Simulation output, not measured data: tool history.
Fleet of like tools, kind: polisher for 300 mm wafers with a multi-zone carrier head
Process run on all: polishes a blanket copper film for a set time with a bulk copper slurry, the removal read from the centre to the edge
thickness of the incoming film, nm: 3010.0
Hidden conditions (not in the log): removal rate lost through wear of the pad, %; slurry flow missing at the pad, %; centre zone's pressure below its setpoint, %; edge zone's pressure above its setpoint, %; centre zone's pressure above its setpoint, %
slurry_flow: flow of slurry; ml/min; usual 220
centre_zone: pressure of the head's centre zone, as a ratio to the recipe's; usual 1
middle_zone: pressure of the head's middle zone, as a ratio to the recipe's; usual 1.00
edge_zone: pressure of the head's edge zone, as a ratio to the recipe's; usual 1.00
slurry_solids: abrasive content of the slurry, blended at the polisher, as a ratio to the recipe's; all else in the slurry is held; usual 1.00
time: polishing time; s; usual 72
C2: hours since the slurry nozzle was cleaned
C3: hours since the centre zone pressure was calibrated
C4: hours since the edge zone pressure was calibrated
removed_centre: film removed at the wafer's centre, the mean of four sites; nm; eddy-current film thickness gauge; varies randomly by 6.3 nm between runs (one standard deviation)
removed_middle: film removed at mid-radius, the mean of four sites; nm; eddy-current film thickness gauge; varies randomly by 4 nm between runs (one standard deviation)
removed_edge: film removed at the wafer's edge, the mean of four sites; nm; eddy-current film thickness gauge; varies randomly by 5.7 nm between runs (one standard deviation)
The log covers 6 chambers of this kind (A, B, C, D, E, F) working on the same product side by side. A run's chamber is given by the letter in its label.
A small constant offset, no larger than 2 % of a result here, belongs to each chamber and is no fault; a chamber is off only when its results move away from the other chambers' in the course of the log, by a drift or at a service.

{"run": "1E", "day": 0.233, "slurry_flow": 220, "centre_zone": 1, "middle_zone": 1.0, "edge_zone": 1.0, "slurry_solids": 1.0, "time": 72, "wafers polished on this pad": 280, "C2": 276.3, "C3": 930.5, "C4": 164.4, "removed_centre": 441.53, "removed_middle": 441.93, "removed_edge": 443.12}
{"day": 0.533, "done": "chamber B: edge zone pressure recalibrated"}
{"run": "2D", "day": 0.546, "slurry_flow": 220, "centre_zone": 1, "middle_zone": 1.0, "edge_zone": 1.0, "slurry_solids": 1.0, "time": 72, "wafers polished on this pad": 132, "C2": 329.3, "C3": 126.3, "C4": 858.1, "removed_centre": 438.2, "removed_middle": 437.73, "removed_edge": 452.04}
{"run": "3C", "day": 0.85, "slurry_flow": 220, "centre_zone": 1, "middle_zone": 1.0, "edge_zone": 1.0, "slurry_solids": 1.0, "time": 72, "wafers polished on this pad": 320, "C2": 556.7, "C3": 445.4, "C4": 242.3, "removed_centre": 432.22, "removed_middle": 425.61, "removed_edge": 439.47}
{"run": "4A", "day": 1.2, "slurry_flow": 220, "centre_zone": 1, "middle_zone": 1.0, "edge_zone": 1.0, "slurry_solids": 1.0, "time": 72, "wafers polished on this pad": 641, "C2": 416.1, "C3": 66.2, "C4": 39.4, "removed_centre": 443.57, "removed_middle": 444.38, "removed_edge": 443.53}
{"day": 1.392, "done": "chamber B: slurry nozzle cleaned"}
{"run": "5F", "day": 1.467, "slurry_flow": 290, "centre_zone": 1, "middle_zone": 1.0, "edge_zone": 1.04, "slurry_solids": 1.0, "time": 72, "wafers polished on this pad": 1013, "C2": 282.3, "C3": 846.7, "C4": 807.1, "removed_centre": 450.99, "removed_middle": 446.39, "removed_edge": 457.72}
{"day": 1.783, "done": "chamber F: worn pad replaced by a new one"}
{"run": "6B", "day": 1.838, "slurry_flow": 290, "centre_zone": 1, "middle_zone": 1.0, "edge_zone": 1.04, "slurry_solids": 1.0, "time": 72, "wafers polished on this pad": 1280, "C2": 10.7, "C3": 131.0, "C4": 31.3, "removed_centre": 467.77, "removed_middle": 447.87, "removed_edge": 463.09}
{"day": 1.879, "done": "chamber B: worn pad replaced by a new one"}
{"day": 1.996, "done": "chamber C: worn pad replaced by a new one"}
{"run": "7C", "day": 2.046, "slurry_flow": 290, "centre_zone": 1, "middle_zone": 1.0, "edge_zone": 1.04, "slurry_solids": 1.0, "time": 72, "wafers polished on this pad": 8, "C2": 585.4, "C3": 474.1, "C4": 271.0, "removed_centre": 443.7, "removed_middle": 447.2, "removed_edge": 464.88}
{"run": "8F", "day": 2.392, "slurry_flow": 290, "centre_zone": 1, "middle_zone": 1.0, "edge_zone": 1.04, "slurry_solids": 1.0, "time": 72, "wafers polished on this pad": 98, "C2": 304.5, "C3": 868.9, "C4": 829.3, "removed_centre": 449.06, "removed_middle": 446.22, "removed_edge": 456.72}
{"run": "9E", "day": 2.7, "slurry_flow": 290, "centre_zone": 1, "middle_zone": 1.0, "edge_zone": 1.04, "slurry_solids": 1.0, "time": 72, "wafers polished on this pad": 678, "C2": 335.5, "C3": 989.7, "C4": 223.6, "removed_centre": 453.43, "removed_middle": 452.65, "removed_edge": 472.3}
{"run": "10B", "day": 2.888, "slurry_flow": 290, "centre_zone": 1, "middle_zone": 1.0, "edge_zone": 1.04, "slurry_solids": 1.0, "time": 72, "wafers polished on this pad": 163, "C2": 35.9, "C3": 156.2, "C4": 56.5, "removed_centre": 468.12, "removed_middle": 461.97, "removed_edge": 465.54}
{"run": "11D", "day": 3.075, "slurry_flow": 220, "centre_zone": 1, "middle_zone": 1.0, "edge_zone": 1.0, "slurry_solids": 1.0, "time": 72, "wafers polished on this pad": 541, "C2": 390.0, "C3": 187.0, "C4": 918.8, "removed_centre": 430.9, "removed_middle": 430.88, "removed_edge": 437.06}
{"run": "12A", "day": 3.329, "slurry_flow": 220, "centre_zone": 1, "middle_zone": 1.0, "edge_zone": 1.0, "slurry_solids": 1.0, "time": 72, "wafers polished on this pad": 985, "C2": 467.2, "C3": 117.3, "C4": 90.5, "removed_centre": 431.56, "removed_middle": 443.48, "removed_edge": 436.1}
{"run": "13B", "day": 3.608, "slurry_flow": 220, "centre_zone": 1, "middle_zone": 1.0, "edge_zone": 1.0, "slurry_solids": 1.0, "time": 72, "wafers polished on this pad": 279, "C2": 53.2, "C3": 173.5, "C4": 73.8, "removed_centre": 448.61, "removed_middle": 439.11, "removed_edge": 441.59}
{"day": 3.642, "done": "chamber A: worn pad replaced by a new one"}
{"day": 3.783, "done": "chamber F: edge zone pressure recalibrated"}
{"run": "14C", "day": 3.967, "slurry_flow": 220, "centre_zone": 1, "middle_zone": 1.0, "edge_zone": 1.0, "slurry_solids": 1.0, "time": 72, "wafers polished on this pad": 318, "C2": 631.5, "C3": 520.2, "C4": 317.1, "removed_centre": 434.29, "removed_middle": 429.39, "removed_edge": 435.32}
{"run": "15A", "day": 4.242, "slurry_flow": 220, "centre_zone": 1, "middle_zone": 1.0, "edge_zone": 1.0, "slurry_solids": 1.0, "time": 72, "wafers polished on this pad": 97, "C2": 489.1, "C3": 139.2, "C4": 112.4, "removed_centre": 438.91, "removed_middle": 449.49, "removed_edge": 443.46}
{"day": 4.342, "done": "chamber C: centre zone pressure recalibrated"}
{"run": "16D", "day": 4.446, "slurry_flow": 220, "centre_zone": 1, "middle_zone": 1.0, "edge_zone": 1.0, "slurry_solids": 1.0, "time": 72, "wafers polished on this pad": 762, "C2": 422.9, "C3": 219.9, "C4": 951.7, "removed_centre": 440.48, "removed_middle": 437.7, "removed_edge": 449.66}
{"run": "17F", "day": 4.742, "slurry_flow": 220, "centre_zone": 1, "middle_zone": 1.0, "edge_zone": 1.0, "slurry_solids": 1.0, "time": 72, "wafers polished on this pad": 477, "C2": 360.9, "C3": 925.3, "C4": 23.0, "removed_centre": 427.99, "removed_middle": 427.14, "removed_edge": 423.92}
{"day": 4.975, "done": "chamber C: worn pad replaced by a new one"}
{"day": 5.088, "done": "chamber D: worn pad replaced by a new one"}
{"day": 5.138, "done": "chamber A: slurry nozzle cleaned"}
{"run": "18E", "day": 5.15, "slurry_flow": 220, "centre_zone": 1, "middle_zone": 1.0, "edge_zone": 1.0, "slurry_solids": 1.0, "time": 72, "wafers polished on this pad": 1074, "C2": 394.3, "C3": 1048.5, "C4": 282.4, "removed_centre": 445.79, "removed_middle": 444.18, "removed_edge": 443.85}
{"run": "19D", "day": 5.45, "slurry_flow": 220, "centre_zone": 1, "middle_zone": 1.0, "edge_zone": 1.0, "slurry_solids": 1.0, "time": 72, "wafers polished on this pad": 59, "C2": 447.0, "C3": 244.0, "C4": 975.8, "removed_centre": 428.86, "removed_middle": 437.13, "removed_edge": 444.79}
{"day": 5.812, "done": "chamber E: worn pad replaced by a new one"}
{"run": "20B", "day": 5.842, "slurry_flow": 220, "centre_zone": 1, "middle_zone": 1.0, "edge_zone": 1.0, "slurry_solids": 1.0, "time": 72, "wafers polished on this pad": 640, "C2": 106.8, "C3": 227.1, "C4": 127.4, "removed_centre": 450.67, "removed_middle": 432.59, "removed_edge": 451.48}
{"run": "21C", "day": 6.15, "slurry_flow": 220, "centre_zone": 1, "middle_zone": 1.0, "edge_zone": 1.0, "slurry_solids": 1.0, "time": 72, "wafers polished on this pad": 190, "C2": 683.9, "C3": 43.5, "C4": 369.5, "removed_centre": 440.9, "removed_middle": 431.98, "removed_edge": 424.91}
{"run": "22F", "day": 6.488, "slurry_flow": 220, "centre_zone": 1, "middle_zone": 1.0, "edge_zone": 1.0, "slurry_solids": 1.0, "time": 72, "wafers polished on this pad": 759, "C2": 402.8, "C3": 967.2, "C4": 64.9, "removed_centre": 405.35, "removed_middle": 422.89, "removed_edge": 429.44}
{"day": 6.629, "done": "chamber F: centre zone pressure recalibrated"}
{"run": "23A", "day": 6.908, "slurry_flow": 220, "centre_zone": 1, "middle_zone": 1.0, "edge_zone": 1.0, "slurry_solids": 1.0, "time": 72, "wafers polished on this pad": 527, "C2": 42.5, "C3": 203.2, "C4": 176.4, "removed_centre": 444.79, "removed_middle": 435.93, "removed_edge": 436.48}
{"run": "24E", "day": 7.221, "slurry_flow": 220, "centre_zone": 1, "middle_zone": 1.0, "edge_zone": 1.0, "slurry_solids": 1.0, "time": 72, "wafers polished on this pad": 227, "C2": 444.0, "C3": 1098.2, "C4": 332.1, "removed_centre": 446.39, "removed_middle": 429.07, "removed_edge": 436.33}
{"run": "25C", "day": 7.471, "slurry_flow": 160, "centre_zone": 1, "middle_zone": 1.0, "edge_zone": 1.0, "slurry_solids": 1.15, "time": 72, "wafers polished on this pad": 403, "C2": 715.6, "C3": 75.2, "C4": 401.2, "removed_centre": 420.89, "removed_middle": 424.51, "removed_edge": 424.31}
{"day": 7.812, "done": "chamber F: worn pad replaced by a new one"}
{"run": "26B", "day": 7.846, "slurry_flow": 160, "centre_zone": 1, "middle_zone": 1.0, "edge_zone": 1.0, "slurry_solids": 1.15, "time": 72, "wafers polished on this pad": 964, "C2": 154.9, "C3": 275.2, "C4": 175.5, "removed_centre": 446.86, "removed_middle": 432.51, "removed_edge": 431.5}
{"run": "27E", "day": 8.267, "slurry_flow": 160, "centre_zone": 1, "middle_zone": 1.0, "edge_zone": 1.0, "slurry_solids": 1.15, "time": 72, "wafers polished on this pad": 396, "C2": 469.1, "C3": 1123.3, "C4": 357.2, "removed_centre": 433.05, "removed_middle": 419.56, "removed_edge": 438.46}
{"run": "28D", "day": 8.475, "slurry_flow": 160, "centre_zone": 1, "middle_zone": 1.0, "edge_zone": 1.0, "slurry_solids": 1.15, "time": 72, "wafers polished on this pad": 547, "C2": 519.6, "C3": 316.6, "C4": 1048.4, "removed_centre": 426.23, "removed_middle": 420.04, "removed_edge": 438.34}
{"day": 8.6, "done": "chamber C: worn pad replaced by a new one"}
{"run": "29F", "day": 8.804, "slurry_flow": 160, "centre_zone": 1, "middle_zone": 1.0, "edge_zone": 1.0, "slurry_solids": 1.15, "time": 72, "wafers polished on this pad": 160, "C2": 458.4, "C3": 52.3, "C4": 120.5, "removed_centre": 393.25, "removed_middle": 396.62, "removed_edge": 418.23}
{"day": 8.988, "done": "chamber E: centre zone pressure recalibrated"}
{"run": "30A", "day": 9.092, "slurry_flow": 160, "centre_zone": 1, "middle_zone": 1.0, "edge_zone": 1.0, "slurry_solids": 1.15, "time": 72, "wafers polished on this pad": 880, "C2": 94.9, "C3": 255.6, "C4": 228.8, "removed_centre": 416.36, "removed_middle": 437.81, "removed_edge": 428.08}
{"run": "31E", "day": 9.496, "slurry_flow": 220, "centre_zone": 1, "middle_zone": 1.0, "edge_zone": 1.0, "slurry_solids": 1.0, "time": 72, "wafers polished on this pad": 595, "C2": 498.6, "C3": 12.2, "C4": 386.7, "removed_centre": 436.7, "removed_middle": 440.28, "removed_edge": 441.44}
{"day": 9.708, "done": "chamber A: worn pad replaced by a new one"}
{"run": "32C", "day": 9.754, "slurry_flow": 220, "centre_zone": 1, "middle_zone": 1.0, "edge_zone": 1.0, "slurry_solids": 1.0, "time": 72, "wafers polished on this pad": 186, "C2": 770.4, "C3": 130.0, "C4": 456.0, "removed_centre": 446.68, "removed_middle": 424.78, "removed_edge": 428.95}
{"day": 9.879, "done": "chamber D: worn pad replaced by a new one"}
{"run": "33D", "day": 10.004, "slurry_flow": 220, "centre_zone": 1, "middle_zone": 1.0, "edge_zone": 1.0, "slurry_solids": 1.0, "time": 72, "wafers polished on this pad": 20, "C2": 556.3, "C3": 353.3, "C4": 1085.1, "removed_centre": 434.81, "removed_middle": 427.29, "removed_edge": 440.92}
{"day": 10.208, "done": "chamber B: worn pad replaced by a new one"}
{"run": "34F", "day": 10.412, "slurry_flow": 220, "centre_zone": 1, "middle_zone": 1.0, "edge_zone": 1.0, "slurry_solids": 1.0, "time": 72, "wafers polished on this pad": 420, "C2": 497.0, "C3": 90.9, "C4": 159.1, "removed_centre": 404.1, "removed_middle": 397.98, "removed_edge": 413.88}
{"run": "35A", "day": 10.729, "slurry_flow": 220, "centre_zone": 1, "middle_zone": 1.0, "edge_zone": 1.0, "slurry_solids": 1.0, "time": 72, "wafers polished on this pad": 165, "C2": 134.2, "C3": 294.9, "C4": 268.1, "removed_centre": 437.2, "removed_middle": 446.27, "removed_edge": 440.52}
{"run": "36B", "day": 10.912, "slurry_flow": 220, "centre_zone": 1, "middle_zone": 1.0, "edge_zone": 1.0, "slurry_solids": 1.0, "time": 72, "wafers polished on this pad": 113, "C2": 228.5, "C3": 348.8, "C4": 249.1, "removed_centre": 442.12, "removed_middle": 441.26, "removed_edge": 447.66}

Read the log: is a single chamber off, either drifting away or since a service, is the gauge that measures every chamber drifting, or is nothing wrong beyond small per-chamber offsets? Name any odd chamber and what most likely caused it.

Little by little, chamber F moves away from the other chambers.
Cause: slurry flow missing at the pad, % = 41.

Chamber F could run next with any of the 4 candidate recipes listed below; each alters the usual settings, and their results appear as question marks. Which one brings its results back in line with what the other chambers deliver on the usual settings?
In-line tolerance around the mean of the other chambers on the usual settings: removed_centre 22.00 nm; removed_middle 14.00 nm; removed_edge 20.00 nm
{"run": "37F-1", "day": 11.212, "slurry_flow": 235, "centre_zone": 1.04, "middle_zone": 1.02, "edge_zone": 0.98, "slurry_solids": 1.0, "time": 81, "removed_centre": "?", "removed_middle": "?", "removed_edge": "?"}
{"run": "37F-2", "day": 11.212, "slurry_flow": 230, "centre_zone": 1.02, "middle_zone": 1.01, "edge_zone": 0.99, "slurry_solids": 1.0, "time": 77, "removed_centre": "?", "removed_middle": "?", "removed_edge": "?"}
{"run": "37F-3", "day": 11.212, "slurry_flow": 210, "centre_zone": 0.98, "middle_zone": 0.99, "edge_zone": 1.01, "slurry_solids": 1.0, "time": 67, "removed_centre": "?", "removed_middle": "?", "removed_edge": "?"}
{"run": "37F-4", "day": 11.212, "slurry_flow": 205, "centre_zone": 0.96, "middle_zone": 0.98, "edge_zone": 1.02, "slurry_solids": 1.0, "time": 63, "removed_centre": "?", "removed_middle": "?", "removed_edge": "?"}

Average result of the remaining chambers running the usual settings: removed_centre 438.85 nm; removed_middle 437.60 nm; removed_edge 439.14 nm
run=37F-1 removed_centre=467.51 removed_middle=461.46 removed_edge=461.01
run=37F-2 removed_centre=432.68 removed_middle=432.78 removed_edge=439.25
run=37F-3 removed_centre=351.79 removed_middle=362.34 removed_edge=380.92
run=37F-4 removed_centre=321.14 removed_middle=335.66 removed_edge=358.69
Change 37F-2 lands the chamber within the allowed miss of the other chambers.

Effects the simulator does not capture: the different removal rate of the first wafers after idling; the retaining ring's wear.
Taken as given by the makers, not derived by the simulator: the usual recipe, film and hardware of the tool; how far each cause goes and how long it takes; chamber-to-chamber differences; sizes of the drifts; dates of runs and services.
